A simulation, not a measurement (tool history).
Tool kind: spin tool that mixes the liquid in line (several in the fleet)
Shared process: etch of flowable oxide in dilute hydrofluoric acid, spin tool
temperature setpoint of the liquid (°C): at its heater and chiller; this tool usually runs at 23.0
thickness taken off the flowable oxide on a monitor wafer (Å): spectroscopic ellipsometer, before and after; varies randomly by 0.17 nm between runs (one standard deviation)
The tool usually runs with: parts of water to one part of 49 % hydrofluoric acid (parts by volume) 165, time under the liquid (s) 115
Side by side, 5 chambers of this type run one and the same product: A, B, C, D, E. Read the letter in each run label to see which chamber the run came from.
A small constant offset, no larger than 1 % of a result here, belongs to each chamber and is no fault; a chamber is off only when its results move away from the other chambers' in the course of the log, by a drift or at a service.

run,day,temperature setpoint of the liquid (°C),parts of water to one part of 49 % hydrofluoric acid (parts by volume),time under the liquid (s),"read-back film thickness of the flowable oxide reference wafer, read on the same gauge (nm)",thickness taken off the flowable oxide on a monitor wafer (Å)
1B,0.338,23.0,165,115,90.022,174.72
2C,0.883,23.0,165,115,90.055,176.58
3D,1.367,23.0,165,115,90.004,179.38
4A,1.771,23.0,165,115,90.025,181.81
5E,2.112,23.0,165,115,89.979,179.98
6A,2.550,23.0,165,115,90.000,179.73
# day 2.617: chamber D: hydrofluoric acid flow meter replaced
7B,2.912,23.0,165,115,90.033,175.95
8C,3.150,23.0,165,115,89.963,180.13
9E,3.642,20.0,165,115,89.955,157.39
10D,3.958,20.0,165,115,90.000,157.05
11C,4.233,20.0,165,115,89.990,160.85
12B,4.629,20.0,165,115,89.937,157.73
13D,5.167,20.0,165,115,89.993,158.11
# day 5.629: chamber E: thermometer replaced
14A,5.646,19.5,200,115,90.022,125.86
15E,6.171,19.5,200,115,89.959,124.08
16A,6.671,19.5,200,115,90.021,126.20
17D,7.146,19.5,200,115,90.013,124.88
# day 7.554: chamber B: thermometer replaced
18B,7.596,19.5,200,115,90.009,123.96
19C,8.017,23.0,165,115,90.010,186.42
20E,8.296,23.0,165,115,90.017,180.23
21D,8.804,23.0,165,115,90.019,176.26
22E,9.279,23.0,165,115,89.995,179.91
23C,9.683,23.0,165,115,90.023,185.56
24A,10.079,25.5,165,115,89.984,200.05
25B,10.529,25.5,165,115,89.986,196.71
26C,10.908,25.5,165,115,90.027,207.72
27E,11.383,25.5,165,115,89.984,197.22
# day 11.767: chamber A: hydrofluoric acid flow meter replaced
28D,11.892,25.5,165,115,90.003,196.46
29B,12.375,23.0,165,115,89.996,177.65
30A,12.767,20.0,165,175,89.979,246.78
31A,13.021,20.0,165,175,90.035,245.14
32C,13.275,20.0,165,175,90.009,262.99
33E,13.742,20.0,165,175,90.038,242.14
34B,14.158,20.0,165,175,90.006,237.34
35D,14.421,23.0,165,115,90.019,178.80
36B,14.846,23.0,165,115,89.983,179.61

Decide between three cases: one chamber stands off from its peers, the gauge reading all wafers drifts, or nothing is wrong past each chamber's small offset. Where a chamber is off, say which and what most likely put it there.

It is chamber C that slowly wanders off from its peers.
What lies behind it: hydrofluoric acid flow above the setpoint (%) = 7.23.
The log may not tell that from: liquid hotter than its thermometer reads (K).

Here are 4 candidates for chamber C's next run, each the usual settings with a change, their results left as question marks. Which one brings its results back in line with what the others give on the usual settings?
In line means no further than this from the other chambers' mean on the usual settings: thickness taken off the flowable oxide on a monitor wafer (Å) 5.90
37C-1,15.238,23.0,160,120,,?
37C-2,15.238,23.0,170,110,,?
37C-3,15.238,23.0,155,125,,?
37C-4,15.238,23.0,175,105,,?

The mean the other chambers reach with the usual settings: thickness taken off the flowable oxide on a monitor wafer (Å) 178.49
run,thickness taken off the flowable oxide on a monitor wafer (Å)
37C-1,209.01
37C-2,178.58
37C-3,225.84
37C-4,164.79
It is 37C-2 that realigns the chamber with its peers.
